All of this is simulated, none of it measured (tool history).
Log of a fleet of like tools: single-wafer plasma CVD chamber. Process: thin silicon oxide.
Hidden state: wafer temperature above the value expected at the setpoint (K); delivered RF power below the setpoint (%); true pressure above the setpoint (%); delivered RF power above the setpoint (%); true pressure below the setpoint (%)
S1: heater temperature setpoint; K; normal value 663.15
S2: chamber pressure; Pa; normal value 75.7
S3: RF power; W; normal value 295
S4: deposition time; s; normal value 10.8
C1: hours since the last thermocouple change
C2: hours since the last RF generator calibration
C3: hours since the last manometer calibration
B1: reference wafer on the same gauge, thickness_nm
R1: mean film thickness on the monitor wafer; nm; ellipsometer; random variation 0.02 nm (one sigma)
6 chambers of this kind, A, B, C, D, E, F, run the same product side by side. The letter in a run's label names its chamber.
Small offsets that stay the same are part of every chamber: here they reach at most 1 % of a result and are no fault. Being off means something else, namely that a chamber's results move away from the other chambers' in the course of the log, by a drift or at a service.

run	hour	S1	S2	S3	S4	C1	C2	C3	B1	R1
# hour 1.6: chamber F: RF generator calibrated
1F	3.9	663.15	75.7	295	10.8	1208.9	2.3	1878.6	13.197	13.902
2B	7.8	663.15	75.7	295	10.8	1672.4	828.9	1356.3	13.195	13.873
3D	11.8	663.15	75.7	295	10.8	1656.3	871.2	2260.8	13.193	13.860
4C	16.0	663.15	75.7	295	10.8	124.1	1737.5	1618.5	13.192	13.931
5E	19.7	663.15	75.7	295	10.8	1286.5	239.1	1923.5	13.188	13.887
6A	23.9	663.15	75.7	255	9.7	161.2	617.4	659.7	13.191	11.750
7C	26.8	663.15	75.7	255	9.7	134.9	1748.3	1629.3	13.184	11.743
8D	31.0	663.15	75.7	255	9.7	1675.5	890.4	2280.0	13.186	11.680
9F	33.7	663.15	75.7	255	9.7	1238.7	32.1	1908.4	13.180	11.736
10A	38.3	663.15	75.7	255	9.7	175.6	631.8	674.1	13.184	11.742
11B	41.0	663.15	75.7	255	9.7	1705.6	862.1	1389.5	13.178	11.652
12E	44.0	663.15	75.7	295	10.8	1310.8	263.4	1947.8	13.175	13.924
13C	47.7	663.15	75.7	295	10.8	155.8	1769.2	1650.2	13.174	13.913
14F	51.2	663.15	75.7	295	10.8	1256.2	49.6	1925.9	13.176	13.882
15A	54.3	663.15	75.7	295	10.8	191.6	647.8	690.1	13.170	13.898
16B	57.3	663.15	75.7	295	10.8	1721.9	878.4	1405.8	13.166	13.822
17D	60.9	675.15	75.7	295	10.8	1705.4	920.3	2309.9	13.168	13.699
18E	65.7	675.15	75.7	295	10.8	1332.5	285.1	1969.5	13.164	13.786
19A	69.6	675.15	75.7	295	10.8	206.9	663.1	705.4	13.157	13.807
20B	73.1	675.15	75.7	295	10.8	1737.7	894.2	1421.6	13.164	13.721
21F	77.3	675.15	75.7	295	10.8	1282.3	75.7	1952.0	13.157	13.783
22C	80.6	675.15	75.7	295	10.8	188.7	1802.1	1683.1	13.153	13.818
23D	84.5	663.15	75.7	295	10.8	1729.0	943.9	2333.5	13.151	13.802
24E	87.8	663.15	61.6	295	10.8	1354.6	307.2	1991.6	13.156	10.999
25F	92.5	663.15	61.6	295	10.8	1297.5	90.9	1967.2	13.150	10.975
26A	96.9	663.15	61.6	295	10.8	234.2	690.4	732.7	13.148	11.023
27D	100.0	663.15	61.6	295	10.8	1744.5	959.4	2349.0	13.144	10.854
28B	103.8	663.15	61.6	295	10.8	1768.4	924.9	1452.3	13.141	10.962
29C	107.8	663.15	61.6	295	10.8	215.9	1829.3	1710.3	13.141	10.991
30E	111.7	663.15	75.7	295	10.8	1378.5	331.1	2015.5	13.134	13.879
31B	115.1	663.15	75.7	295	10.8	1779.7	936.2	1463.6	13.143	13.780
32E	117.5	652.15	75.7	275	10.8	1384.3	336.9	2021.3	13.137	13.561
33D	120.2	652.15	75.7	275	10.8	1764.7	979.6	2369.2	13.135	13.471
34C	123.9	652.15	75.7	275	10.8	232.0	1845.4	1726.4	13.135	13.557
35F	127.2	652.15	75.7	275	10.8	1332.2	125.6	2001.9	13.132	13.533
36A	131.3	652.15	75.7	275	10.8	268.6	724.8	767.1	13.130	13.527
37E	134.8	652.15	75.7	275	10.8	1401.6	354.2	2038.6	13.129	13.540
38D	138.4	663.15	75.7	295	10.8	1782.9	997.8	2387.4	13.122	13.790

One chamber off, gauge drift, or nothing amiss beyond the chambers' own small offsets? If it is a chamber, which one, and what is the likeliest cause?

No chamber is off; the gauge reading every chamber's wafers drifts, which makes the whole fleet appear to move together.
Cause: gauge reads low (%) = 0.585.
